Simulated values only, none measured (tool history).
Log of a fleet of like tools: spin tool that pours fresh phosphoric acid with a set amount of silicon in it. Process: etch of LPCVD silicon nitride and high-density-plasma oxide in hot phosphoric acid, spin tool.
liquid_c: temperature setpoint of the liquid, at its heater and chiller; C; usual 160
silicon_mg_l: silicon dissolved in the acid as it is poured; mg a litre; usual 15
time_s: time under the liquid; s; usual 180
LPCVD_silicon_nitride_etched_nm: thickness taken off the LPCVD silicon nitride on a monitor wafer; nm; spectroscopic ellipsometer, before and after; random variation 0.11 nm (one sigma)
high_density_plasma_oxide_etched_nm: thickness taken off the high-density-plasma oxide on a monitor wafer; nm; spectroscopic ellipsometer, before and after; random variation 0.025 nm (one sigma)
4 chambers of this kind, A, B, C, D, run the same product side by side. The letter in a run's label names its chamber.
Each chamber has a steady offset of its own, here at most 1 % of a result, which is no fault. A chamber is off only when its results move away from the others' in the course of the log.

run	hour	liquid_c	silicon_mg_l	time_s	hours since the thermometer was replaced	hours since the dissolved silicon flow meter was replaced	hours since the heated supply line was repaired	read-back film thickness of the LPCVD silicon nitride reference wafer, read on the same gauge (nm)	read-back film thickness of the high-density-plasma oxide reference wafer, read on the same gauge (nm)	LPCVD_silicon_nitride_etched_nm	high_density_plasma_oxide_etched_nm
1B	13.1	160	15	180	931.4	241.7	859.2	119.99	110.02	17.336	0.41836
2A	24.6	160	15	180	469.2	560.2	27.8	120	109.99	17.144	0.41968
3C	31	160	15	180	303.9	252.1	566.5	120	110	17.156	0.47048
4D	41.9	160	15	180	499.7	224	362.3	120.01	109.98	16.983	0.44545
5D	51.8	160	15	180	509.6	233.9	372.2	119.99	109.99	17.114	0.43677
6A	63.8	160	15	180	508.4	599.4	67	120	110.01	17.188	0.46772
7C	76.9	160	15	180	349.8	298	612.4	120.02	110.01	17.037	0.4372
8B	90.1	160	15	180	1008.4	318.7	936.2	120	109.98	17.423	0.46246
9B	99	160	15	180	1017.3	327.6	945.1	120.02	110.01	17.286	0.44501
10C	107.9	160	15	180	380.8	329	643.4	120	110	17.1	0.44123
11D	114.6	160	15	180	572.4	296.7	435	120	110.02	17.035	0.45456
12A	124.3	160	15	180	568.9	659.9	127.5	120	110	17.161	0.44176
13A	130.5	160	15	180	575.1	666.1	133.7	120	109.99	16.995	0.41367
14D	139.6	160	15	180	597.4	321.7	460	119.99	109.99	17.108	0.46112
15B	147.7	160	15	180	1066	376.3	993.8	120	110	17.28	0.47057
# hour 149.2: chamber C: dissolved silicon flow meter replaced
16C	158.8	160	15	180	431.7	9.7	694.3	120	110	16.739	0.42979
17A	170.8	160	15	180	615.4	706.4	174	119.99	109.98	17.201	0.40372
18C	181.3	160	15	180	454.2	32.2	716.8	119.98	110.01	16.322	0.39082
19D	188.8	160	15	180	646.6	370.9	509.2	120.02	110.03	17.195	0.4548
20B	202	160	15	80	1120.3	430.6	1048.1	119.99	109.98	7.6731	0.19284
21B	208.2	160	15	80	1126.5	436.8	1054.3	120.01	110.01	7.6524	0.19908
22D	219	160	15	80	676.8	401.1	539.4	120.01	110	7.5767	0.19009
23A	227.2	160	15	80	671.8	762.8	230.4	119.99	110	7.6298	0.19334
24C	234.3	160	15	180	507.2	85.2	769.8	119.99	110.02	16.075	0.34809
25C	245.3	160	15	180	518.2	96.2	780.8	119.99	110	16.16	0.40577
26B	251.1	160	15	180	1169.4	479.7	1097.2	119.98	110.01	17.303	0.48103

Is one chamber off against the others, does the gauge drift, or is nothing wrong? If a chamber is off, say which, and what the likeliest cause is.

Chamber C drifts away from the others.
Cause: liquid colder than its thermometer reads (K) = 1.87.
The log may not tell that from: temperature lost on the way to the wafer (K).

Here are 4 candidates for chamber C's next run, each the usual settings with a change, their results left as question marks. Which one brings its results back in line with what the others give on the usual settings?
In line means no further than this from the other chambers' mean on the usual settings: LPCVD_silicon_nitride_etched_nm 0.38 nm; high_density_plasma_oxide_etched_nm 0.087 nm
27C-1	260.7	160.5	11	200						?	?
27C-2	260.7	160.5	13	190						?	?
27C-3	260.7	159.5	19	160						?	?
27C-4	260.7	159.5	17	170						?	?

The other chambers' mean on the usual settings: LPCVD_silicon_nitride_etched_nm 17.162 nm; high_density_plasma_oxide_etched_nm 0.44522 nm
run	LPCVD_silicon_nitride_etched_nm	high_density_plasma_oxide_etched_nm
27C-1	18.08	0.49516
27C-2	17.176	0.44801
27C-3	13.987	0.29947
27C-4	14.862	0.3368
27C-2 brings the chamber back in line.
